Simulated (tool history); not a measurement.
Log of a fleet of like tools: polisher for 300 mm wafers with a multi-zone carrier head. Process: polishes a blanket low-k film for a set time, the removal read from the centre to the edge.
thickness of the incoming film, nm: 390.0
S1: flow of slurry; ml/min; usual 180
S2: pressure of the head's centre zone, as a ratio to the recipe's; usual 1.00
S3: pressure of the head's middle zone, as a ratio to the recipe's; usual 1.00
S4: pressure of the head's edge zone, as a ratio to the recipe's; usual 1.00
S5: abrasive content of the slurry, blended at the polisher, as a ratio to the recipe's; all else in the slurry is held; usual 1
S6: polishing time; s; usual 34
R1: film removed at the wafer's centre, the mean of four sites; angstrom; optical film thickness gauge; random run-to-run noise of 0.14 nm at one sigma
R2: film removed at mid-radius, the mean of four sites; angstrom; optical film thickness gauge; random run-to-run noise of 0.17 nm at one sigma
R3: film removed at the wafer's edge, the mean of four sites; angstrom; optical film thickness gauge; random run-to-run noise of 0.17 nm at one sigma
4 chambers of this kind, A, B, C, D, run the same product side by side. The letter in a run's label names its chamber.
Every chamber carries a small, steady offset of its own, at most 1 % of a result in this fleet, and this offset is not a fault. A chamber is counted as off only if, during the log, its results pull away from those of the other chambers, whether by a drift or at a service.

run,hour,S1,S2,S3,S4,S5,S6,R1,R2,R3
1B,8.1,180,1.00,1.00,1.00,1,34,121.59,121.62,123.09
# hour 9.7: chamber B: worn pad replaced by a new one
# hour 10.0: chamber A: worn pad replaced by a new one
2A,14.4,180,1.00,1.00,1.00,1,34,121.51,124.67,120.73
# hour 16.0: chamber C: worn pad replaced by a new one
3D,22.9,180,1.00,1.00,1.00,1,34,123.66,122.62,122.54
# hour 24.8: chamber D: worn pad replaced by a new one
4C,28.1,180,1.00,1.00,1.00,1,34,122.42,121.90,123.97
5D,38.5,180,1.00,1.00,1.00,1,34,122.10,120.24,122.15
# hour 41.2: chamber A: slurry nozzle cleaned
# hour 41.8: chamber D: edge zone pressure recalibrated
6B,45.1,180,1.00,1.00,1.00,1,34,122.87,120.24,126.80
# hour 52.8: chamber B: slurry nozzle cleaned
7C,53.7,180,1.12,1.00,1.00,1,34,135.10,124.79,122.78
8A,64.2,180,1.12,1.00,1.00,1,34,141.82,123.13,120.33
9D,75.1,180,1.12,1.00,1.00,1,34,137.45,126.94,121.07
10C,82.1,180,1.12,1.00,1.00,1,34,134.67,123.66,124.04
11B,90.2,180,1.00,1.00,1.00,1,34,122.57,122.48,123.81
# hour 94.6: chamber C: edge zone pressure recalibrated
12A,96.4,180,1.00,1.00,1.00,1,34,123.00,125.94,123.09
13A,102.7,180,1.00,1.07,1.00,1,34,122.43,128.59,121.80
# hour 102.8: chamber A: worn pad replaced by a new one
14C,114.3,180,1.00,1.07,1.00,1,34,121.88,131.06,122.27
15D,120.4,180,1.00,1.07,1.00,1,34,123.25,131.05,123.20
16B,129.4,180,1.00,1.07,1.00,1,34,123.90,130.22,125.29
# hour 135.7: chamber B: worn pad replaced by a new one
17B,137.9,180,1.00,1.00,1.00,1,34,120.69,122.55,122.94
18A,145.7,180,1.00,1.00,1.00,1,34,123.06,122.79,121.10
19D,152.9,180,1.00,1.00,1.00,1,34,121.54,122.77,123.19
20C,158.8,180,1.00,1.00,1.00,1,34,125.13,120.56,121.80
21D,169.3,180,1.00,1.00,1.00,1,34,122.82,121.69,121.81
# hour 175.6: chamber C: worn pad replaced by a new one
22A,179.5,180,1.00,1.00,1.00,1,34,120.47,123.97,119.44
23C,189.0,180,1.00,1.00,1.04,1,34,119.62,120.19,124.18
# hour 191.0: chamber A: worn pad replaced by a new one
24B,197.8,180,1.00,1.00,1.04,1,34,122.97,122.34,125.01
25C,204.0,180,1.00,1.00,1.04,1,34,120.93,122.36,125.56
# hour 214.2: chamber D: worn pad replaced by a new one
26D,214.6,180,1.00,1.00,1.04,1,34,121.80,121.82,124.46
27B,224.1,180,1.00,1.00,1.00,1,34,123.68,124.57,122.71
# hour 231.1: chamber B: centre zone pressure recalibrated
28A,231.2,180,1.08,1.00,1.00,1,41,161.26,147.91,149.45
29A,236.6,180,1.08,1.00,1.00,1,41,159.34,147.76,149.51
30C,244.7,180,1.08,1.00,1.00,1,41,158.51,144.91,148.19
# hour 246.3: chamber C: centre zone pressure recalibrated
31B,253.4,180,1.08,1.00,1.00,1,41,161.74,147.38,148.15
32D,261.6,180,1.00,1.00,1.00,1,34,120.34,119.06,123.47
33C,267.2,180,1.00,1.00,1.00,1,34,120.34,121.53,123.06
# hour 268.6: chamber A: worn pad replaced by a new one
34D,275.7,180,1.00,1.00,1.00,1,34,125.62,121.53,118.91
35A,287.4,180,1.00,1.00,1.00,1,34,124.83,122.89,124.50

One chamber off, gauge drift, or nothing amiss beyond the chambers' own small offsets? If it is a chamber, which one, and what is the likeliest cause?

All chambers stay in line apart from their small fixed offsets, and the gauge does not drift.

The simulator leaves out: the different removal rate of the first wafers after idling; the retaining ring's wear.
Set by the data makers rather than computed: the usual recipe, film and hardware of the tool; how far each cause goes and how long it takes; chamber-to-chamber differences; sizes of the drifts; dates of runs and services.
